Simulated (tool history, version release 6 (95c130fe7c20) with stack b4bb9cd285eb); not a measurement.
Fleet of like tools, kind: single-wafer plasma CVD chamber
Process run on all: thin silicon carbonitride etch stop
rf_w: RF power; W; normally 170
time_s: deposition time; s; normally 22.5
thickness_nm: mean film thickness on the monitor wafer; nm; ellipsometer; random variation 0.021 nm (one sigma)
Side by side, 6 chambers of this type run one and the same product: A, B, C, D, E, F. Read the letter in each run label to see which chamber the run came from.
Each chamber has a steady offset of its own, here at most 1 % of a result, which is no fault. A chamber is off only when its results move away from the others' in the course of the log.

| run | hour | rf_w | time_s | hours since the last thermocouple change | hours since the last RF generator calibration | read-back reference wafer on the same gauge, thickness_nm | thickness_nm |
|---|---|---|---|---|---|---|---|
| 1F | 3.0 | 170 | 22.5 | 16.4 | 766.3 | 11.996 | 12.142 |
| 2E | 6.2 | 170 | 22.5 | 1484.9 | 798.2 | 12.001 | 12.293 |
|  | 11.3 | chamber F: RF generator calibrated |
| 3A | 11.9 | 170 | 22.5 | 152.4 | 1060.0 | 12.006 | 12.318 |
| 4D | 17.5 | 170 | 22.5 | 848.1 | 1146.6 | 12.013 | 12.112 |
| 5B | 21.9 | 170 | 22.5 | 78.2 | 1526.3 | 12.008 | 12.338 |
| 6C | 27.7 | 170 | 22.5 | 281.9 | 1702.8 | 12.013 | 12.219 |
| 7D | 30.5 | 195 | 25.8 | 861.1 | 1159.6 | 12.010 | 14.455 |
| 8F | 33.2 | 195 | 25.8 | 46.6 | 22.0 | 12.011 | 14.533 |
| 9E | 36.4 | 195 | 25.8 | 1515.1 | 828.4 | 12.015 | 14.728 |
| 10A | 39.9 | 195 | 25.8 | 180.4 | 1088.0 | 12.019 | 14.648 |
| 11C | 44.2 | 195 | 25.8 | 298.4 | 1719.3 | 12.023 | 14.607 |
| 12B | 46.9 | 195 | 25.8 | 103.2 | 1551.3 | 12.022 | 14.776 |
| 13F | 52.4 | 195 | 19.6 | 65.8 | 41.2 | 12.020 | 11.065 |
| 14B | 55.1 | 195 | 19.6 | 111.4 | 1559.5 | 12.023 | 11.166 |
| 15A | 58.3 | 195 | 19.6 | 198.8 | 1106.4 | 12.027 | 11.153 |
| 16D | 63.0 | 195 | 19.6 | 893.6 | 1192.1 | 12.030 | 11.027 |
| 17E | 67.1 | 195 | 19.6 | 1545.8 | 859.1 | 12.032 | 11.215 |
|  | 67.4 | chamber E: RF generator calibrated |
| 18C | 72.1 | 195 | 19.6 | 326.3 | 1747.2 | 12.029 | 11.110 |
| 19F | 77.7 | 170 | 22.5 | 91.1 | 66.5 | 12.033 | 12.193 |
| 20C | 83.0 | 170 | 22.5 | 337.2 | 1758.1 | 12.032 | 12.264 |
| 21A | 88.2 | 170 | 22.5 | 228.7 | 1136.3 | 12.035 | 12.281 |
| 22E | 93.2 | 170 | 22.5 | 1571.9 | 25.9 | 12.040 | 12.388 |
| 23D | 97.2 | 170 | 22.5 | 927.8 | 1226.3 | 12.047 | 12.163 |
| 24B | 102.7 | 170 | 22.5 | 159.0 | 1607.1 | 12.048 | 12.353 |
| 25C | 108.4 | 170 | 22.5 | 362.6 | 1783.5 | 12.052 | 12.264 |
| 26D | 113.8 | 140 | 25.0 | 944.4 | 1242.9 | 12.052 | 12.736 |
| 27B | 119.4 | 140 | 25.0 | 175.7 | 1623.8 | 12.052 | 12.979 |
| 28E | 124.8 | 140 | 25.0 | 1603.5 | 57.5 | 12.060 | 13.000 |
| 29F | 127.7 | 140 | 25.0 | 141.1 | 116.5 | 12.056 | 12.809 |
| 30A | 130.5 | 140 | 25.0 | 271.0 | 1178.6 | 12.060 | 12.917 |
| 31A | 134.1 | 140 | 25.0 | 274.6 | 1182.2 | 12.062 | 12.964 |
| 32C | 137.8 | 170 | 22.5 | 392.0 | 1812.9 | 12.064 | 12.246 |
| 33E | 143.4 | 170 | 22.5 | 1622.1 | 76.1 | 12.060 | 12.352 |
| 34B | 149.3 | 170 | 22.5 | 205.6 | 1653.7 | 12.064 | 12.325 |
| 35D | 152.3 | 170 | 22.5 | 982.9 | 1281.4 | 12.067 | 12.198 |
| 36F | 158.3 | 170 | 22.5 | 171.7 | 147.1 | 12.069 | 12.216 |
| 37A | 161.4 | 170 | 22.5 | 301.9 | 1209.5 | 12.072 | 12.355 |
| 38B | 165.8 | 170 | 22.5 | 222.1 | 1670.2 | 12.071 | 12.370 |
| 39C | 169.5 | 170 | 22.5 | 423.7 | 1844.6 | 12.071 | 12.278 |
| 40F | 173.9 | 170 | 22.5 | 187.3 | 162.7 | 12.081 | 12.240 |
| 41D | 178.0 | 170 | 22.5 | 1008.6 | 1307.1 | 12.077 | 12.193 |
| 42E | 182.6 | 170 | 22.5 | 1661.3 | 115.3 | 12.081 | 12.402 |

Decide between three cases: one chamber stands off from its peers, the gauge reading all wafers drifts, or nothing is wrong past each chamber's small offset. Where a chamber is off, say which and what most likely put it there.

The gauge drifts, so all chambers seem to drift together. No chamber is off.
What lies behind it: gauge reads high (%) = 0.692.
